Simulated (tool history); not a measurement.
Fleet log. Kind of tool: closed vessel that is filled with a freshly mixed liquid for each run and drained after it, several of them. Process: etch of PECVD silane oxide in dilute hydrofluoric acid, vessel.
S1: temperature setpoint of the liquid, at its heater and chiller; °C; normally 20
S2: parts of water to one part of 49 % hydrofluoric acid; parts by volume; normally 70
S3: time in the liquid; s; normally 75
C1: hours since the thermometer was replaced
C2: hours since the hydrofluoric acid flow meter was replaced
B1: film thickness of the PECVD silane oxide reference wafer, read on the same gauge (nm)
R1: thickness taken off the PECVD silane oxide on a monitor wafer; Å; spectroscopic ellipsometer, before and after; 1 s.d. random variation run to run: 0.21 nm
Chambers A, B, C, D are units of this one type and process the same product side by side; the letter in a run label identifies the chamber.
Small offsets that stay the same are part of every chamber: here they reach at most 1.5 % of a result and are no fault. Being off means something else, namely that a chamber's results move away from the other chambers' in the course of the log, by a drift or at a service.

Run 1D, hour 8.3: usual settings; C1 595.9; C2 568.6; B1 60.025. Result: R1 302.79 Å.
At hour 8.8: chamber A: hydrofluoric acid flow meter replaced.
Run 2A, hour 15: usual settings; C1 1540.2; C2 6.2; B1 59.996. Result: R1 300.24 Å.
Run 3C, hour 26.2: usual settings; C1 1932.7; C2 322.3; B1 59.983. Result: R1 300.68 Å.
Run 4B, hour 35.8: usual settings; C1 453.9; C2 652.7; B1 60.06. Result: R1 297.48 Å.
Run 5B, hour 43.8: usual settings but S1 17 °C; C1 461.9; C2 660.7; B1 60.012. Result: R1 264.05 Å.
Run 6C, hour 53: usual settings but S1 17 °C; C1 1959.5; C2 349.1; B1 60.008. Result: R1 268.13 Å.
Run 7D, hour 59.6: usual settings but S1 17 °C; C1 647.2; C2 619.9; B1 59.968. Result: R1 261.6 Å.
Run 8A, hour 70.3: usual settings but S1 17 °C; C1 1595.5; C2 61.5; B1 59.995. Result: R1 264.57 Å.
Run 9D, hour 76.6: usual settings; C1 664.2; C2 636.9; B1 59.983. Result: R1 302.55 Å.
Run 10C, hour 87.5: usual settings; C1 1994; C2 383.6; B1 59.972. Result: R1 302.19 Å.
Run 11B, hour 95.8: usual settings; C1 513.9; C2 712.7; B1 60.008. Result: R1 295.32 Å.
Run 12A, hour 101.9: usual settings; C1 1627.1; C2 93.1; B1 60.011. Result: R1 303.69 Å.
Run 13B, hour 108: usual settings; C1 526.1; C2 724.9; B1 60.022. Result: R1 297.9 Å.
At hour 109.2: chamber D: thermometer replaced.
At hour 110.5: chamber C: thermometer replaced.
Run 14D, hour 113.3: usual settings; C1 4.2; C2 673.6; B1 60.015. Result: R1 302.46 Å.
Run 15C, hour 124.5: usual settings; C1 14.1; C2 420.6; B1 59.988. Result: R1 301.73 Å.
Run 16A, hour 130.7: usual settings but S2 50 parts by volume, S3 115 s; C1 1655.9; C2 121.9; B1 59.995. Result: R1 652.27 Å.
Run 17A, hour 139.9: usual settings but S2 50 parts by volume, S3 115 s; C1 1665.1; C2 131.1; B1 60.015. Result: R1 654.01 Å.
Run 18C, hour 148.4: usual settings but S2 50 parts by volume, S3 115 s; C1 38; C2 444.5; B1 60.068. Result: R1 673.76 Å.
Run 19B, hour 157.6: usual settings but S2 50 parts by volume, S3 115 s; C1 575.7; C2 774.5; B1 60.028. Result: R1 647.64 Å.
Run 20D, hour 164.5: usual settings; C1 55.4; C2 724.8; B1 59.956. Result: R1 303.42 Å.
Run 21B, hour 171: usual settings; C1 589.1; C2 787.9; B1 59.99. Result: R1 284.96 Å.
Run 22C, hour 177.5: usual settings; C1 67.1; C2 473.6; B1 60.027. Result: R1 304.23 Å.
Run 23A, hour 188.6: usual settings; C1 1713.8; C2 179.8; B1 60.032. Result: R1 299.35 Å.
Run 24D, hour 196: usual settings; C1 86.9; C2 756.3; B1 60.031. Result: R1 301.27 Å.
Run 25B, hour 203.1: usual settings; C1 621.2; C2 820; B1 59.94. Result: R1 290.97 Å.
Run 26A, hour 212.1: usual settings; C1 1737.3; C2 203.3; B1 59.983. Result: R1 299.01 Å.
Run 27C, hour 220.3: usual settings; C1 109.9; C2 516.4; B1 60.022. Result: R1 302.46 Å.
Run 28D, hour 227.9: usual settings; C1 118.8; C2 788.2; B1 60.043. Result: R1 299.86 Å.
Run 29C, hour 237.3: usual settings but S1 17 °C, S3 60 s; C1 126.9; C2 533.4; B1 60.023. Result: R1 214.45 Å.
Run 30B, hour 248: usual settings but S1 17 °C, S3 60 s; C1 666.1; C2 864.9; B1 59.964. Result: R1 199.92 Å.
Run 31A, hour 256.8: usual settings but S1 17 °C, S3 60 s; C1 1782; C2 248; B1 60.033. Result: R1 212.04 Å.
Run 32D, hour 262.9: usual settings but S1 17 °C, S3 60 s; C1 153.8; C2 823.2; B1 59.969. Result: R1 213.3 Å.
Run 33A, hour 271.4: usual settings but S2 80 parts by volume; C1 1796.6; C2 262.6; B1 59.972. Result: R1 263.87 Å.

For the next run the whole fleet of 4 chambers uses the same settings. Give each chamber's results:
Run 34A, hour 279.4: usual settings but S1 17 °C. Result: R1 ?.
Run 34B, hour 279.4: usual settings but S1 17 °C. Result: R1 ?.
Run 34C, hour 279.4: usual settings but S1 17 °C. Result: R1 ?.
Run 34D, hour 279.4: usual settings but S1 17 °C. Result: R1 ?.

run      R1
34A  264.59
34B  249.85
34C     267
34D  263.38
